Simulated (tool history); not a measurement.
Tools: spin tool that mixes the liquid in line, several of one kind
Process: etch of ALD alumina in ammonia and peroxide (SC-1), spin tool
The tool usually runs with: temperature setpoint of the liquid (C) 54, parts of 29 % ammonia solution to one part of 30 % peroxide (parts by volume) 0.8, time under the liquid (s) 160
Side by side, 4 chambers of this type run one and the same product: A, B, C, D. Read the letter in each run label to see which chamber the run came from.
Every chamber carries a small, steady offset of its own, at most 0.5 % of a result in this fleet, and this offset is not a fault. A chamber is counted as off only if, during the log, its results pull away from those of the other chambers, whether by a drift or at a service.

run   hour  temperature setpoint of the liquid (C)  parts of 29 % ammonia solution to one part of 30 % peroxide (parts by volume)  time under the liquid (s)  read-back film thickness of the ALD alumina reference wafer, read on the same gauge (nm)  thickness taken off the ALD alumina on a monitor wafer (nm)
 1D      4                                      54                                                                            0.8                        160                                                                                    40.001                                                       16.564
 2A    6.7                                      54                                                                            0.8                        160                                                                                    40.002                                                        16.59
 3B    9.2                                      54                                                                            0.8                        160                                                                                    39.979                                                       16.723
 4C   12.9                                      54                                                                            0.8                        160                                                                                    40.004                                                       16.509
 5B   15.6                                    62.5                                                                           1.05                        160                                                                                    39.979                                                       26.657
 6A   20.7                                    62.5                                                                           1.05                        160                                                                                    39.973                                                       26.456
 7C   25.2                                    62.5                                                                           1.05                        160                                                                                    40.007                                                       26.661
 8D   29.3                                    62.5                                                                           1.05                        160                                                                                    40.009                                                       27.118
 9A   34.6                                      54                                                                            0.8                        160                                                                                    39.968                                                       16.749
10C   38.4                                      54                                                                            0.8                        160                                                                                    39.987                                                       16.205
11B   40.8                                      54                                                                            0.8                        160                                                                                    40.027                                                       16.788
12D   45.6                                      54                                                                            0.8                        160                                                                                    40.017                                                       16.702
13D   49.1                                      54                                                                            0.8                        160                                                                                    39.996                                                       16.645
14B     54                                      54                                                                            0.8                        160                                                                                    39.975                                                       16.271
15C   58.4                                      54                                                                            0.8                        160                                                                                    40.023                                                       16.419
16A   62.8                                      54                                                                            0.8                        160                                                                                     39.99                                                       16.737
17D   67.6                                      54                                                                            0.8                        160                                                                                    39.973                                                       16.572
18B   72.6                                      54                                                                            0.8                        160                                                                                    39.977                                                       16.555
19A   77.7                                      54                                                                            0.8                        160                                                                                    39.995                                                       16.446
      79.1  -- chamber D: new drum of ammonia solution connected
20C     82                                    45.5                                                                           0.55                        160                                                                                    39.991                                                       9.5708
21C   84.7                                    45.5                                                                           0.55                        160                                                                                    40.022                                                        9.613
22B     89                                    45.5                                                                           0.55                        160                                                                                    40.017                                                        10.05
23D   91.4                                    45.5                                                                           0.55                        160                                                                                    40.007                                                       9.8149
24A     96                                      54                                                                            0.8                        160                                                                                    39.964                                                         16.8
25B     99                                      54                                                                            0.8                        160                                                                                    40.017                                                       16.663
26A  101.6                                      54                                                                            0.8                        160                                                                                    40.011                                                       16.517
27C  105.4                                      54                                                                            0.8                        160                                                                                    40.026                                                       15.263
28D  109.9                                      54                                                                           0.45                        220                                                                                    40.005                                                       21.489

All 4 chambers run these settings next. Forecast each chamber's results:
29A  113.7                                      54                                                                            0.8                        160                                                                                                                                                      ?
29B  113.7                                      54                                                                            0.8                        160                                                                                                                                                      ?
29C  113.7                                      54                                                                            0.8                        160                                                                                                                                                      ?
29D  113.7                                      54                                                                            0.8                        160                                                                                                                                                      ?

run  thickness taken off the ALD alumina on a monitor wafer (nm)
29A                                                       16.875
29B                                                       16.289
29C                                                       15.613
29D                                                       16.743
